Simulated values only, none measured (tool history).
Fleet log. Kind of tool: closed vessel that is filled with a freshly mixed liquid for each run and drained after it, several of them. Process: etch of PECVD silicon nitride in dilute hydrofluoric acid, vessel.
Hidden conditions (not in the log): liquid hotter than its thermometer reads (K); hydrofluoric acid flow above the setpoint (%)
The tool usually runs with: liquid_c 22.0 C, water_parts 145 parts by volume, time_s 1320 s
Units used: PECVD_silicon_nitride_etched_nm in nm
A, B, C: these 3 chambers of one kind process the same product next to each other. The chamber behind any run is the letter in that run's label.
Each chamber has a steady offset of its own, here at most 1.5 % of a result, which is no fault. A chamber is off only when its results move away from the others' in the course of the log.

run,hour,liquid_c,water_parts,time_s,hours since the thermometer was replaced,hours since the hydrofluoric acid flow meter was replaced,"read-back film thickness of the PECVD silicon nitride reference wafer, read on the same gauge (nm)",PECVD_silicon_nitride_etched_nm
1A,4.9,22.0,145,1320,60.8,144.8,100.000,14.0400
2B,11.3,22.0,145,1320,890.1,578.5,99.957,13.7940
3C,20.7,22.0,145,1320,436.7,747.2,100.020,13.6020
4C,26.2,22.0,145,1320,442.2,752.7,99.982,13.7520
5A,34.4,22.0,145,1320,90.3,174.3,99.959,13.6360
6B,40.4,22.0,145,1320,919.2,607.6,99.968,13.7340
7B,45.3,22.0,145,1320,924.1,612.5,99.966,13.9340
8A,52.2,22.0,145,1320,108.1,192.1,99.984,13.8890
9C,61.2,22.0,145,1320,477.2,787.7,99.958,13.6650
10A,69.2,22.0,145,1320,125.1,209.1,99.988,13.7670
11C,73.3,22.0,145,1320,489.3,799.8,100.010,13.6850
12B,81.4,22.0,145,1320,960.2,648.6,99.963,13.7940
13B,87.6,22.0,145,1320,966.4,654.8,99.988,13.8150
14C,96.8,22.0,145,1320,512.8,823.3,100.000,13.6880
15A,105.5,22.0,145,1320,161.4,245.4,99.975,13.9930
16B,111.8,22.0,145,1320,990.6,679.0,100.010,13.7650
17A,121.0,25.5,125,1320,176.9,260.9,100.000,19.9330
18C,127.8,25.5,125,1320,543.8,854.3,100.010,19.7120
19C,134.8,25.5,125,1320,550.8,861.3,100.010,20.0640
20B,139.8,22.0,145,1320,1018.6,707.0,100.020,13.7540
21A,147.4,22.0,145,585,203.3,287.3,100.030,6.1460
22A,156.0,22.0,145,585,211.9,295.9,99.980,6.1388
23B,163.7,22.0,145,585,1042.5,730.9,99.962,6.1694
24C,168.1,22.0,145,1320,584.1,894.6,100.040,13.8810
25B,177.5,22.0,145,1320,1056.3,744.7,99.993,13.7320
26A,186.9,22.0,145,1320,242.8,326.8,100.000,13.8420
27C,194.1,22.0,145,1320,610.1,920.6,100.020,13.9380
28B,203.5,22.0,145,1320,1082.3,770.7,99.981,13.6190
29C,207.6,22.0,145,1320,623.6,934.1,99.993,14.1820
30A,212.2,22.0,145,1320,268.1,352.1,100.030,13.9600
31A,219.0,22.0,145,1320,274.9,358.9,99.958,13.8970
32B,223.8,22.0,145,1320,1102.6,791.0,99.944,13.8980
33C,232.6,22.0,145,1320,648.6,959.1,100.020,14.2960
34C,241.6,22.0,145,1320,657.6,968.1,100.000,14.3050
35B,249.3,22.0,145,1320,1128.1,816.5,99.967,13.6180
36A,257.4,22.0,145,1320,313.3,397.3,99.975,14.1290
37A,262.7,22.0,145,1320,318.6,402.6,100.020,13.8230
38C,269.7,22.0,145,1320,685.7,996.2,100.040,14.5210
39B,276.5,22.0,145,1320,1155.3,843.7,99.971,13.6930
40A,282.2,22.0,145,1320,338.1,422.1,100.000,13.8270
41B,289.5,22.0,145,1320,1168.3,856.7,99.932,13.7420
42C,294.3,19.0,145,2015,710.3,1020.8,100.020,18.2190

Predict what each chamber gives when all 3 of them run the settings below next.
43A,301.1,22.0,145,1320,,,,?
43B,301.1,22.0,145,1320,,,,?
43C,301.1,22.0,145,1320,,,,?

run,PECVD_silicon_nitride_etched_nm
43A,14.1490
43B,13.8020
43C,14.8180
